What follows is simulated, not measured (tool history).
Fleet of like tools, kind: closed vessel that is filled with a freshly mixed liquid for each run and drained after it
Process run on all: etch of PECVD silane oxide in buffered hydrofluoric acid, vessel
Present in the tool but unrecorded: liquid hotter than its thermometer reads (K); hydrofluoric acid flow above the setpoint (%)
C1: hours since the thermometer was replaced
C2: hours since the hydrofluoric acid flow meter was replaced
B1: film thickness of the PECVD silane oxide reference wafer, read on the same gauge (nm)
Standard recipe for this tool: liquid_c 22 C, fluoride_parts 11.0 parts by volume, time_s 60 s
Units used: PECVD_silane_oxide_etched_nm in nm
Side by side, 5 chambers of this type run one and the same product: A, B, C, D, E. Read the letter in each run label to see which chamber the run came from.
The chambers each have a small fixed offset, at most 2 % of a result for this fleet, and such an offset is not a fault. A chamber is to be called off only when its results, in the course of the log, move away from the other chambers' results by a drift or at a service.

{"run": "1A", "hour": 8.1, "liquid_c": 22, "fluoride_parts": 11.0, "time_s": 60, "C1": 780.6, "C2": 137.0, "B1": 39.999, "PECVD_silane_oxide_etched_nm": 135.06}
{"run": "2C", "hour": 14.5, "liquid_c": 22, "fluoride_parts": 11.0, "time_s": 60, "C1": 1681.5, "C2": 1057.6, "B1": 39.999, "PECVD_silane_oxide_etched_nm": 133.94}
{"run": "3D", "hour": 22.1, "liquid_c": 22, "fluoride_parts": 11.0, "time_s": 60, "C1": 820.6, "C2": 1519.5, "B1": 39.989, "PECVD_silane_oxide_etched_nm": 132.37}
{"run": "4E", "hour": 32.0, "liquid_c": 22, "fluoride_parts": 11.0, "time_s": 60, "C1": 1028.5, "C2": 986.0, "B1": 39.987, "PECVD_silane_oxide_etched_nm": 134.19}
{"run": "5B", "hour": 39.0, "liquid_c": 22, "fluoride_parts": 11.0, "time_s": 60, "C1": 670.3, "C2": 208.8, "B1": 40.01, "PECVD_silane_oxide_etched_nm": 133.81}
{"hour": 43.0, "done": "chamber E: hydrofluoric acid flow meter replaced"}
{"run": "6B", "hour": 47.6, "liquid_c": 19, "fluoride_parts": 9.5, "time_s": 60, "C1": 678.9, "C2": 217.4, "B1": 40.009, "PECVD_silane_oxide_etched_nm": 128.93}
{"run": "7E", "hour": 53.7, "liquid_c": 19, "fluoride_parts": 9.5, "time_s": 60, "C1": 1050.2, "C2": 10.7, "B1": 39.993, "PECVD_silane_oxide_etched_nm": 129.32}
{"run": "8D", "hour": 63.4, "liquid_c": 19, "fluoride_parts": 9.5, "time_s": 60, "C1": 861.9, "C2": 1560.8, "B1": 40.011, "PECVD_silane_oxide_etched_nm": 126.87}
{"run": "9C", "hour": 68.2, "liquid_c": 19, "fluoride_parts": 9.5, "time_s": 60, "C1": 1735.2, "C2": 1111.3, "B1": 39.981, "PECVD_silane_oxide_etched_nm": 128.15}
{"run": "10A", "hour": 75.8, "liquid_c": 19, "fluoride_parts": 9.5, "time_s": 60, "C1": 848.3, "C2": 204.7, "B1": 39.994, "PECVD_silane_oxide_etched_nm": 130.76}
{"run": "11E", "hour": 83.0, "liquid_c": 22, "fluoride_parts": 11.0, "time_s": 60, "C1": 1079.5, "C2": 40.0, "B1": 39.984, "PECVD_silane_oxide_etched_nm": 133.75}
{"run": "12D", "hour": 88.6, "liquid_c": 22, "fluoride_parts": 11.0, "time_s": 60, "C1": 887.1, "C2": 1586.0, "B1": 40.01, "PECVD_silane_oxide_etched_nm": 132.14}
{"hour": 95.0, "done": "chamber E: thermometer replaced"}
{"run": "13C", "hour": 96.4, "liquid_c": 22, "fluoride_parts": 11.0, "time_s": 60, "C1": 1763.4, "C2": 1139.5, "B1": 40.006, "PECVD_silane_oxide_etched_nm": 133.22}
{"run": "14A", "hour": 103.9, "liquid_c": 22, "fluoride_parts": 11.0, "time_s": 60, "C1": 876.4, "C2": 232.8, "B1": 39.975, "PECVD_silane_oxide_etched_nm": 136.24}
{"run": "15B", "hour": 110.2, "liquid_c": 22, "fluoride_parts": 11.0, "time_s": 60, "C1": 741.5, "C2": 280.0, "B1": 39.995, "PECVD_silane_oxide_etched_nm": 134.6}
{"run": "16E", "hour": 120.3, "liquid_c": 22, "fluoride_parts": 11.0, "time_s": 60, "C1": 25.4, "C2": 77.3, "B1": 39.977, "PECVD_silane_oxide_etched_nm": 133.13}
{"run": "17A", "hour": 128.2, "liquid_c": 22, "fluoride_parts": 8.5, "time_s": 60, "C1": 900.7, "C2": 257.1, "B1": 39.99, "PECVD_silane_oxide_etched_nm": 173.21}
{"run": "18D", "hour": 134.7, "liquid_c": 22, "fluoride_parts": 8.5, "time_s": 60, "C1": 933.2, "C2": 1632.1, "B1": 40.013, "PECVD_silane_oxide_etched_nm": 164.86}
{"run": "19B", "hour": 144.7, "liquid_c": 22, "fluoride_parts": 8.5, "time_s": 60, "C1": 776.0, "C2": 314.5, "B1": 40.005, "PECVD_silane_oxide_etched_nm": 165.27}
{"run": "20C", "hour": 152.8, "liquid_c": 22, "fluoride_parts": 8.5, "time_s": 60, "C1": 1819.8, "C2": 1195.9, "B1": 39.977, "PECVD_silane_oxide_etched_nm": 166.17}
{"run": "21C", "hour": 159.3, "liquid_c": 22, "fluoride_parts": 8.5, "time_s": 60, "C1": 1826.3, "C2": 1202.4, "B1": 39.977, "PECVD_silane_oxide_etched_nm": 166.01}
{"run": "22B", "hour": 169.0, "liquid_c": 22, "fluoride_parts": 11.0, "time_s": 60, "C1": 800.3, "C2": 338.8, "B1": 40.03, "PECVD_silane_oxide_etched_nm": 134.75}
{"run": "23E", "hour": 176.3, "liquid_c": 22, "fluoride_parts": 8.0, "time_s": 85, "C1": 81.4, "C2": 133.3, "B1": 39.992, "PECVD_silane_oxide_etched_nm": 251.89}
{"run": "24A", "hour": 182.7, "liquid_c": 22, "fluoride_parts": 8.0, "time_s": 85, "C1": 955.2, "C2": 311.6, "B1": 40.01, "PECVD_silane_oxide_etched_nm": 269.21}
{"run": "25D", "hour": 192.4, "liquid_c": 22, "fluoride_parts": 8.0, "time_s": 85, "C1": 990.9, "C2": 1689.8, "B1": 40.008, "PECVD_silane_oxide_etched_nm": 250.39}
{"run": "26B", "hour": 198.1, "liquid_c": 22, "fluoride_parts": 8.0, "time_s": 85, "C1": 829.4, "C2": 367.9, "B1": 39.991, "PECVD_silane_oxide_etched_nm": 252.1}
{"run": "27C", "hour": 205.7, "liquid_c": 22, "fluoride_parts": 8.0, "time_s": 85, "C1": 1872.7, "C2": 1248.8, "B1": 39.982, "PECVD_silane_oxide_etched_nm": 251.36}
{"run": "28D", "hour": 211.4, "liquid_c": 22, "fluoride_parts": 11.0, "time_s": 60, "C1": 1009.9, "C2": 1708.8, "B1": 39.993, "PECVD_silane_oxide_etched_nm": 132.1}
{"run": "29A", "hour": 218.7, "liquid_c": 24, "fluoride_parts": 11.0, "time_s": 60, "C1": 991.2, "C2": 347.6, "B1": 39.992, "PECVD_silane_oxide_etched_nm": 160.95}
{"run": "30E", "hour": 223.8, "liquid_c": 24, "fluoride_parts": 11.0, "time_s": 60, "C1": 128.9, "C2": 180.8, "B1": 39.981, "PECVD_silane_oxide_etched_nm": 150.94}
{"run": "31E", "hour": 229.7, "liquid_c": 24, "fluoride_parts": 11.0, "time_s": 60, "C1": 134.8, "C2": 186.7, "B1": 39.997, "PECVD_silane_oxide_etched_nm": 150.99}
{"run": "32B", "hour": 236.3, "liquid_c": 24, "fluoride_parts": 11.0, "time_s": 60, "C1": 867.6, "C2": 406.1, "B1": 40.004, "PECVD_silane_oxide_etched_nm": 150.41}
{"run": "33D", "hour": 245.2, "liquid_c": 24, "fluoride_parts": 11.0, "time_s": 60, "C1": 1043.7, "C2": 1742.6, "B1": 40.009, "PECVD_silane_oxide_etched_nm": 149.15}

All 5 chambers run these settings next. Forecast each chamber's results:
{"run": "34A", "hour": 252.4, "liquid_c": 22, "fluoride_parts": 11.0, "time_s": 60, "PECVD_silane_oxide_etched_nm": "?"}
{"run": "34B", "hour": 252.4, "liquid_c": 22, "fluoride_parts": 11.0, "time_s": 60, "PECVD_silane_oxide_etched_nm": "?"}
{"run": "34C", "hour": 252.4, "liquid_c": 22, "fluoride_parts": 11.0, "time_s": 60, "PECVD_silane_oxide_etched_nm": "?"}
{"run": "34D", "hour": 252.4, "liquid_c": 22, "fluoride_parts": 11.0, "time_s": 60, "PECVD_silane_oxide_etched_nm": "?"}
{"run": "34E", "hour": 252.4, "liquid_c": 22, "fluoride_parts": 11.0, "time_s": 60, "PECVD_silane_oxide_etched_nm": "?"}

run=34A PECVD_silane_oxide_etched_nm=146.94
run=34B PECVD_silane_oxide_etched_nm=134.51
run=34C PECVD_silane_oxide_etched_nm=133.34
run=34D PECVD_silane_oxide_etched_nm=133.27
run=34E PECVD_silane_oxide_etched_nm=133.51
